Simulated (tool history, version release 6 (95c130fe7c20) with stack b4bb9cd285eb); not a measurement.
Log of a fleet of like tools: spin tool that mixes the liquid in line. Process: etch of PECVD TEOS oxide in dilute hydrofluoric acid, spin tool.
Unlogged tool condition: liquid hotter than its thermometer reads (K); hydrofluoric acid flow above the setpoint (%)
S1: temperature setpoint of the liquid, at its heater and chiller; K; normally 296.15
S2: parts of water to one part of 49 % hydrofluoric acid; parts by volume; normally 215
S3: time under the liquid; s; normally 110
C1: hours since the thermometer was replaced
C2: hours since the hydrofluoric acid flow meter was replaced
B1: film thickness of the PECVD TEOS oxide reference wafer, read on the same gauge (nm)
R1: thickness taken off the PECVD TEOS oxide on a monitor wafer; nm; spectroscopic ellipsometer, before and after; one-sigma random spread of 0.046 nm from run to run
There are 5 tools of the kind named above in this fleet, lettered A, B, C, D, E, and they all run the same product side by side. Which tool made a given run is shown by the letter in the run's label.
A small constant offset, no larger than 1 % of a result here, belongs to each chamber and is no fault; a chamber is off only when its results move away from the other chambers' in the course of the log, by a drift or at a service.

run	hour	S1	S2	S3	C1	C2	B1	R1
1E	6.6	296.15	215	110	131.5	471.8	89.997	7.7514
# hour 13.3: chamber E: hydrofluoric acid flow meter replaced
2D	16.6	296.15	215	110	266.6	483	90.041	7.8117
3A	25.4	296.15	215	110	796.7	509	90.014	7.761
4C	33.9	296.15	215	110	831.3	1031.8	90	7.783
5B	41.9	296.15	215	110	130.7	472.5	89.982	7.7517
# hour 45.5: chamber C: hydrofluoric acid flow meter replaced
6B	48	296.15	215	110	136.8	478.6	89.976	7.7025
7E	55.6	300.65	145	110	180.5	42.3	90.031	14.811
8A	64.6	300.65	145	110	835.9	548.2	89.977	14.727
9C	74.5	300.65	145	110	871.9	29.1	89.993	14.604
10D	81.3	300.65	145	110	331.3	547.7	89.955	14.503
11E	91.4	300.65	145	110	216.3	78.1	89.995	14.902
12D	97	296.15	215	110	347	563.4	89.993	7.7042
13C	102.7	298.65	140	110	900.1	57.3	89.986	14.151
14A	109.9	298.65	140	110	881.2	593.5	90.003	14.239
15B	116.6	298.65	140	110	205.4	547.2	89.975	14.006
16B	126.4	298.65	140	110	215.2	557	90.005	14.148
17E	132.8	298.65	140	110	257.7	119.5	90.004	14.246
18D	142.3	296.15	215	110	392.3	608.7	89.99	7.7469
# hour 149.8: chamber A: hydrofluoric acid flow meter replaced
19C	152.2	296.15	215	110	949.6	106.8	90	7.7128
20A	158.4	296.15	215	110	929.7	8.6	89.991	7.7932
21A	166.5	296.15	215	110	937.8	16.7	89.971	7.7218
22C	173.7	296.15	215	110	971.1	128.3	90.028	7.7455
23D	183.3	296.15	215	110	433.3	649.7	89.985	7.7784
24B	193.6	296.15	215	110	282.4	624.2	90.011	7.6218
25E	199.3	296.15	130	70	324.2	186	90.025	8.9513
26D	204	296.15	130	70	454	670.4	89.996	8.8206
27B	210.3	296.15	130	70	299.1	640.9	90.034	8.8805
28C	216.7	296.15	130	70	1014.1	171.3	90.004	9.033
29E	222.3	296.15	130	70	347.2	209	90.009	8.9166
30A	228.1	296.15	215	110	999.4	78.3	89.996	7.6971
31C	235.1	296.15	215	110	1032.5	189.7	89.998	7.6402
32E	244	296.15	215	110	368.9	230.7	89.989	7.7176
33B	250.8	296.15	215	110	339.6	681.4	89.98	7.7141
34A	260.1	296.15	215	110	1031.4	110.3	89.968	7.7628
35D	268.8	296.15	215	155	518.8	735.2	90.001	10.855
36D	279.1	296.15	215	155	529.1	745.5	90.034	10.839
37A	286.6	296.15	215	155	1057.9	136.8	90.021	10.93
38B	294.5	296.15	215	155	383.3	725.1	90.021	10.92
39C	303.8	296.15	215	155	1101.2	258.4	90.019	10.814
40E	313.8	296.15	215	110	438.7	300.5	89.988	7.7979
41E	318.9	296.15	215	110	443.8	305.6	89.96	7.7656
42D	325.2	296.15	215	110	575.2	791.6	89.99	7.7202

Which is it: a chamber that has drifted or been left off by a service, a gauge drift common to all chambers, or only each chamber's usual small offset? If a chamber is off, name it and its likeliest cause.

No chamber is off and the gauge is stable; the differences are just each chamber's small, constant offset.

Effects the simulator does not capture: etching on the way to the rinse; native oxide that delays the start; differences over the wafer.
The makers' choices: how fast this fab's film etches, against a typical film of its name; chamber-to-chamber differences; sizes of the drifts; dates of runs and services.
